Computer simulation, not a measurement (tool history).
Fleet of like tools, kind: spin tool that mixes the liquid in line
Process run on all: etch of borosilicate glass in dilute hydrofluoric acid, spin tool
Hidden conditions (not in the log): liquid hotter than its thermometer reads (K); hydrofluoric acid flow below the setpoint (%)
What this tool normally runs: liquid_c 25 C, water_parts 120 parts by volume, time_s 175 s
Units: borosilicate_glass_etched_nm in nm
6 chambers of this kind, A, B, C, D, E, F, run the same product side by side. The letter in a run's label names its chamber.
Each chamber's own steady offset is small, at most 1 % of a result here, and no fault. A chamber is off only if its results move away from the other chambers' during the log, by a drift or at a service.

run    day  liquid_c  water_parts  time_s  hours since the thermometer was replaced  hours since the hydrofluoric acid flow meter was replaced  read-back film thickness of the borosilicate glass reference wafer, read on the same gauge (nm)  borosilicate_glass_etched_nm
 1B  0.183        25          120     175                                    2361.9                                                       45.3                                                                                           49.973                        29.815
 2A  0.362        25          120     175                                       719                                                      393.2                                                                                           50.019                        29.425
 3C  0.446        25          120     175                                     401.4                                                      304.1                                                                                           50.009                        29.746
 4F  0.588        25          120     175                                    1245.2                                                     1014.1                                                                                           49.969                        29.646
 5D  0.683        25          120     175                                     427.8                                                     1890.9                                                                                            49.99                        29.501
 6E  0.792        25          120     175                                       430                                                     1288.3                                                                                           49.967                        29.695
 7C  0.912        25           80     175                                     412.6                                                      315.3                                                                                           50.018                        46.316
 8D  1.017        25           80     175                                     435.8                                                     1898.9                                                                                           50.004                        45.877
 9F  1.154        25           80     175                                    1258.8                                                     1027.7                                                                                               50                        46.512
10E  1.238        25           80     175                                     440.7                                                       1299                                                                                               50                        46.307
11B  1.371        25           80     175                                    2390.4                                                       73.8                                                                                           49.998                        45.834
12A  1.554        25           80     175                                     747.6                                                      421.8                                                                                           49.999                        46.686
13D  1.667        25          120     175                                     451.4                                                     1914.5                                                                                           49.995                         28.86
14A  1.796        25          120     175                                     753.4                                                      427.6                                                                                           49.996                        28.903
15E  1.912        25          120     175                                     456.9                                                     1315.2                                                                                           50.036                        28.847
16C  2.042        25          120     175                                     439.7                                                      342.4                                                                                           50.008                        29.599
17B  2.146        25           95     175                                      2409                                                       92.4                                                                                           49.987                        38.544
18F  2.275        25           95     175                                    1285.7                                                     1054.6                                                                                           49.992                         37.86
19C  2.367        25           95     175                                     447.5                                                      350.2                                                                                           49.999                        38.199
20B  2.521        25           95     175                                      2418                                                      101.4                                                                                           49.988                        38.348
21D  2.667        25           95     175                                     475.4                                                     1938.5                                                                                           49.999                        37.218
22A  2.788        25           95     175                                     777.2                                                      451.4                                                                                           50.008                        37.649
23E  2.946        25          120     175                                     481.7                                                       1340                                                                                           50.016                        29.148
24F  3.112        25          120     175                                    1305.8                                                     1074.7                                                                                           50.008                        29.571
25D  3.221        25          120     175                                     488.7                                                     1951.8                                                                                           50.001                        29.291
26B   3.35        25          120     175                                    2437.9                                                      121.3                                                                                           50.027                        29.264
27F  3.533        25          120     175                                    1315.9                                                     1084.8                                                                                           49.987                        30.014
28E  3.625        25          120     175                                       498                                                     1356.3                                                                                           49.963                        29.227
29C  3.738        25          120     175                                     480.4                                                      383.1                                                                                           49.998                        29.873
30A  3.888        25          120     175                                     803.6                                                      477.8                                                                                           50.011                        28.065
     3.996  -- chamber F: thermometer replaced
31B  4.033        25          120     175                                    2454.3                                                      137.7                                                                                           50.005                        29.068
32A  4.121        25          120     175                                     809.2                                                      483.4                                                                                           49.989                        27.719
33C  4.212        25          120     175                                     491.8                                                      394.5                                                                                           50.003                        29.107
34E   4.35        28          120     210                                     515.4                                                     1373.7                                                                                           50.004                        39.596
35F  4.533        28          120     210                                        13                                                     1108.8                                                                                           49.993                        39.569
36D  4.617        28          120     210                                     522.2                                                     1985.3                                                                                           49.991                        39.609
37D  4.779        28          120     210                                     526.1                                                     1989.2                                                                                           49.995                        39.332
38C  4.888        28          120     210                                       508                                                      410.7                                                                                               50                        39.982

For the next run the whole fleet of 6 chambers uses the same settings. Give each chamber's results:
39A  5.021        25          120     175                                                                                                                                                                                                                                   ?
39B  5.021        25          120     175                                                                                                                                                                                                                                   ?
39C  5.021        25          120     175                                                                                                                                                                                                                                   ?
39D  5.021        25          120     175                                                                                                                                                                                                                                   ?
39E  5.021        25          120     175                                                                                                                                                                                                                                   ?
39F  5.021        25          120     175                                                                                                                                                                                                                                   ?

run  borosilicate_glass_etched_nm
39A                        28.045
39B                        29.398
39C                        29.931
39D                        29.197
39E                        29.188
39F                         29.54
